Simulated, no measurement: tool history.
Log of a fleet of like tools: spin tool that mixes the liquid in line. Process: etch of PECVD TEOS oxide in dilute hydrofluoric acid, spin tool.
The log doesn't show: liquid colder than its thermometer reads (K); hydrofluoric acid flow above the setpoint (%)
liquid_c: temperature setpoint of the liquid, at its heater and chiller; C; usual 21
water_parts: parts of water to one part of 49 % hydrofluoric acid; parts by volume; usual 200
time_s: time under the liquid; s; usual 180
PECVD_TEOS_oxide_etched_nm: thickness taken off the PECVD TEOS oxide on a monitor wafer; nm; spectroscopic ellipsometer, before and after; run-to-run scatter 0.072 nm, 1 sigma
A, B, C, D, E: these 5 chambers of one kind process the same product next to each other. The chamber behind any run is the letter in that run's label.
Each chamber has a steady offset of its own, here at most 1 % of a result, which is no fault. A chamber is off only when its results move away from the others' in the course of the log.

run,hour,liquid_c,water_parts,time_s,hours since the thermometer was replaced,hours since the hydrofluoric acid flow meter was replaced,"read-back film thickness of the PECVD TEOS oxide reference wafer, read on the same gauge (nm)",PECVD_TEOS_oxide_etched_nm
1A,8.5,21,200,180,2484.2,490.1,120,8.8023
2E,12.4,21,200,180,143.2,446.2,119.98,8.7715
3C,20,21,200,180,423.4,363.2,120.02,8.7231
4B,27.5,21,200,180,337.2,591.5,120.05,8.7764
5D,31.6,21,200,180,505.2,1005.4,120.04,8.5773
6A,40.1,21,200,180,2515.8,521.7,120,8.8971
7B,47.3,21,200,180,357,611.3,120.03,8.782
8E,54.4,21,200,180,185.2,488.2,120.02,8.8116
9C,59.4,21,200,180,462.8,402.6,119.99,8.7689
10D,63.3,21,200,180,536.9,1037.1,120.04,8.7209
11B,71,21,200,180,380.7,635,120.03,8.82
12D,79.1,21,200,180,552.7,1052.9,119.99,8.7998
13A,86.8,21,200,180,2562.5,568.4,120.07,8.7951
# hour 88.5: chamber A: thermometer replaced
14C,93.3,21,200,180,496.7,436.5,120.02,8.7606
15E,100.9,21,200,180,231.7,534.7,120,8.8069
16C,108.1,21,200,180,511.5,451.3,120.03,8.8742
17A,113.6,21,200,180,25.1,595.2,119.96,8.9395
18E,119.3,21,200,220,250.1,553.1,119.99,10.698
19D,126.3,21,200,220,599.9,1100.1,119.99,10.783
20B,130.3,21,200,220,440,694.3,119.99,10.607
21C,138,21,200,220,541.4,481.2,119.99,10.898
22D,143.3,21,200,220,616.9,1117.1,120.04,10.837
23B,151.4,21,200,180,461.1,715.4,120,8.6742
24E,157.4,21,200,180,288.2,591.2,119.99,8.9235
25A,161.8,21,200,180,73.3,643.4,120.02,8.9667
26E,168.5,21,200,180,299.3,602.3,119.96,8.9344
27C,174.5,21,200,180,577.9,517.7,119.96,9.3022
28B,183.1,21,200,180,492.8,747.1,120.01,8.7547
29A,189.7,18,120,180,101.2,671.3,120.02,14.083
30D,193.7,18,120,180,667.3,1167.5,120.01,13.949
31B,197.9,18,120,180,507.6,761.9,120.02,14.206
32A,206,18,120,180,117.5,687.6,120.01,14.222
33D,213.8,18,120,180,687.4,1187.6,119.98,13.815
34C,221.9,21,200,180,625.3,565.1,119.99,9.5917
35E,227.4,21,200,255,358.2,661.2,120.04,12.444

Next, all 5 chambers run the settings below, one line each with question marks for the results. What does each chamber give?
36A,233.6,21,200,180,,,,?
36B,233.6,21,200,180,,,,?
36C,233.6,21,200,180,,,,?
36D,233.6,21,200,180,,,,?
36E,233.6,21,200,180,,,,?

run,PECVD_TEOS_oxide_etched_nm
36A,8.8929
36B,8.7242
36C,9.7094
36D,8.7972
36E,8.7172

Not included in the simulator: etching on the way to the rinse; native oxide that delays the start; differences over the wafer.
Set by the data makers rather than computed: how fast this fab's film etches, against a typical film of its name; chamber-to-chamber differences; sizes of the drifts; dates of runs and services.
